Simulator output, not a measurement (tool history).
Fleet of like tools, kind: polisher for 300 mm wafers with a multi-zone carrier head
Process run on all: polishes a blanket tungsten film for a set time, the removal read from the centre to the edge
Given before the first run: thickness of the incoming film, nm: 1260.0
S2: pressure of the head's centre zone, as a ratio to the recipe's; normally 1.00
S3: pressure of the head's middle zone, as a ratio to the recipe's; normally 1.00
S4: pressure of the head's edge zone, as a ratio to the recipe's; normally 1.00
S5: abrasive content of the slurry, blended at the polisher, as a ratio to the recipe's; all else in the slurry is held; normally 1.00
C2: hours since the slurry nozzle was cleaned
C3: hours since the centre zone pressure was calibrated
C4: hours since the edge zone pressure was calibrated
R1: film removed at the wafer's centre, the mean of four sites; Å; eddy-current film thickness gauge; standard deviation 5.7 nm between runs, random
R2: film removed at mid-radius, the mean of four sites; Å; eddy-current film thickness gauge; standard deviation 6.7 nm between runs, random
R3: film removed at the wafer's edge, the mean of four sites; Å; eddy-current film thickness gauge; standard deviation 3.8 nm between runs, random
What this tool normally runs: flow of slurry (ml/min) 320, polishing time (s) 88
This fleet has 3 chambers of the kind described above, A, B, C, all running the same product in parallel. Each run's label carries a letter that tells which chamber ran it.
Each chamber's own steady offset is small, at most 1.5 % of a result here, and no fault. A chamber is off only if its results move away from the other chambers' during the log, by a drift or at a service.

Run 1A, day 0.129: usual settings; wafers polished on this pad 728; C2 398.5; C3 864.2; C4 242.9. Result: R1 4628.0 Å, R2 4748.0 Å, R3 4735.8 Å.
Run 2B, day 0.288: usual settings; wafers polished on this pad 119; C2 111.4; C3 119.5; C4 156.4. Result: R1 4689.6 Å, R2 4615.2 Å, R3 4656.4 Å.
Run 3C, day 0.504: usual settings; wafers polished on this pad 319; C2 82.8; C3 722.0; C4 947.7. Result: R1 4608.3 Å, R2 4695.6 Å, R3 4700.6 Å.
Run 4C, day 0.617: usual settings; wafers polished on this pad 344; C2 85.5; C3 724.7; C4 950.4. Result: R1 4739.6 Å, R2 4656.0 Å, R3 4621.1 Å.
Run 5B, day 0.733: usual settings but S5 1.15, polishing time (s) 109; wafers polished on this pad 220; C2 122.1; C3 130.2; C4 167.1. Result: R1 6002.7 Å, R2 6087.0 Å, R3 5992.6 Å.
Run 6A, day 0.925: usual settings but S5 1.15, polishing time (s) 109; wafers polished on this pad 908; C2 417.6; C3 883.3; C4 262.0. Result: R1 5898.1 Å, R2 6133.6 Å, R3 5940.9 Å.
Run 7A, day 1.138: usual settings but S5 1.15, polishing time (s) 109; wafers polished on this pad 957; C2 422.7; C3 888.4; C4 267.1. Result: R1 5904.1 Å, R2 6001.0 Å, R3 6072.2 Å.
Run 8B, day 1.267: usual settings but S4 0.95, polishing time (s) 116; wafers polished on this pad 341; C2 134.9; C3 143.0; C4 179.9. Result: R1 6103.6 Å, R2 6071.2 Å, R3 6020.7 Å.
At day 1.325: chamber A: slurry nozzle cleaned.
Run 9C, day 1.433: usual settings but S4 0.95, polishing time (s) 116; wafers polished on this pad 529; C2 105.1; C3 744.3; C4 970.0. Result: R1 6239.3 Å, R2 6132.7 Å, R3 5905.5 Å.
Run 10C, day 1.554: usual settings but S4 0.95, polishing time (s) 116; wafers polished on this pad 557; C2 108.0; C3 747.2; C4 972.9. Result: R1 6170.5 Å, R2 6131.3 Å, R3 6078.1 Å.
Run 11A, day 1.692: usual settings; wafers polished on this pad 1082; C2 8.8; C3 901.7; C4 280.4. Result: R1 4674.9 Å, R2 4895.2 Å, R3 4713.9 Å.
Run 12B, day 1.808: usual settings; wafers polished on this pad 464; C2 147.9; C3 156.0; C4 192.9. Result: R1 4582.0 Å, R2 4651.6 Å, R3 4656.8 Å.
Run 13C, day 1.992: usual settings; wafers polished on this pad 656; C2 118.5; C3 757.7; C4 983.4. Result: R1 4653.9 Å, R2 4662.7 Å, R3 4686.5 Å.
Run 14B, day 2.167: usual settings; wafers polished on this pad 545; C2 156.5; C3 164.6; C4 201.5. Result: R1 4582.3 Å, R2 4639.3 Å, R3 4681.7 Å.
At day 2.242: chamber C: worn pad replaced by a new one.
Run 15A, day 2.350: usual settings; wafers polished on this pad 1231; C2 24.6; C3 917.5; C4 296.2. Result: R1 4646.3 Å, R2 4761.2 Å, R3 4678.8 Å.
Run 16C, day 2.496: usual settings; wafers polished on this pad 57; C2 130.6; C3 769.8; C4 995.5. Result: R1 4677.9 Å, R2 4589.9 Å, R3 4655.6 Å.
Run 17A, day 2.604: usual settings; wafers polished on this pad 1289; C2 30.7; C3 923.6; C4 302.3. Result: R1 4605.6 Å, R2 4721.7 Å, R3 4644.9 Å.
Run 18B, day 2.725: usual settings but S3 0.96; wafers polished on this pad 671; C2 169.9; C3 178.0; C4 214.9. Result: R1 4639.1 Å, R2 4544.0 Å, R3 4621.3 Å.
Run 19C, day 2.912: usual settings but S3 0.96; wafers polished on this pad 152; C2 140.6; C3 779.8; C4 1005.5. Result: R1 4712.0 Å, R2 4483.1 Å, R3 4671.8 Å.
At day 3.021: chamber A: worn pad replaced by a new one.
Run 20A, day 3.096: usual settings but S3 0.96; wafers polished on this pad 17; C2 42.5; C3 935.4; C4 314.1. Result: R1 4534.9 Å, R2 4619.9 Å, R3 4693.1 Å.
Run 21B, day 3.304: usual settings but S2 1.06; wafers polished on this pad 803; C2 183.8; C3 191.9; C4 228.8. Result: R1 4910.3 Å, R2 4671.7 Å, R3 4638.3 Å.
Run 22A, day 3.450: usual settings but S2 1.06; wafers polished on this pad 97; C2 51.0; C3 943.9; C4 322.6. Result: R1 4826.3 Å, R2 4819.6 Å, R3 4662.0 Å.
Run 23C, day 3.608: usual settings but S2 1.06; wafers polished on this pad 309; C2 157.3; C3 796.5; C4 1022.2. Result: R1 5064.1 Å, R2 4745.1 Å, R3 4702.9 Å.
Run 24B, day 3.717: usual settings; wafers polished on this pad 896; C2 193.7; C3 201.8; C4 238.7. Result: R1 4608.0 Å, R2 4692.5 Å, R3 4616.9 Å.
Run 25A, day 3.838: usual settings; wafers polished on this pad 185; C2 60.3; C3 953.2; C4 331.9. Result: R1 4594.7 Å, R2 4715.1 Å, R3 4688.5 Å.
Run 26B, day 4.046: usual settings; wafers polished on this pad 971; C2 201.6; C3 209.7; C4 246.6. Result: R1 4617.9 Å, R2 4542.1 Å, R3 4667.8 Å.
Run 27C, day 4.246: usual settings; wafers polished on this pad 454; C2 172.6; C3 811.8; C4 1037.5. Result: R1 4609.1 Å, R2 4668.1 Å, R3 4705.9 Å.
At day 4.254: chamber B: worn pad replaced by a new one.
Run 28A, day 4.454: usual settings; wafers polished on this pad 325; C2 75.1; C3 968.0; C4 346.7. Result: R1 4574.8 Å, R2 4755.8 Å, R3 4691.6 Å.
Run 29B, day 4.571: usual settings; wafers polished on this pad 71; C2 214.2; C3 222.3; C4 259.2. Result: R1 4649.3 Å, R2 4681.8 Å, R3 4683.0 Å.
Run 30C, day 4.725: usual settings; wafers polished on this pad 562; C2 184.1; C3 823.3; C4 1049.0. Result: R1 4693.4 Å, R2 4712.8 Å, R3 4708.1 Å.
Run 31B, day 4.912: usual settings; wafers polished on this pad 149; C2 222.4; C3 230.5; C4 267.4. Result: R1 4640.3 Å, R2 4711.4 Å, R3 4701.6 Å.
Run 32A, day 5.108: usual settings; wafers polished on this pad 473; C2 90.8; C3 983.7; C4 362.4. Result: R1 4670.2 Å, R2 4745.7 Å, R3 4718.8 Å.
Run 33C, day 5.308: usual settings; wafers polished on this pad 694; C2 198.1; C3 837.3; C4 1063.0. Result: R1 4622.2 Å, R2 4738.6 Å, R3 4715.0 Å.
Run 34A, day 5.433: usual settings; wafers polished on this pad 546; C2 98.6; C3 991.5; C4 370.2. Result: R1 4643.3 Å, R2 4670.7 Å, R3 4676.9 Å.

One chamber off, gauge drift, or nothing amiss beyond the chambers' own small offsets? If it is a chamber, which one, and what is the likeliest cause?

Beyond each chamber's small constant offset nothing stands out, and the gauge stays steady.
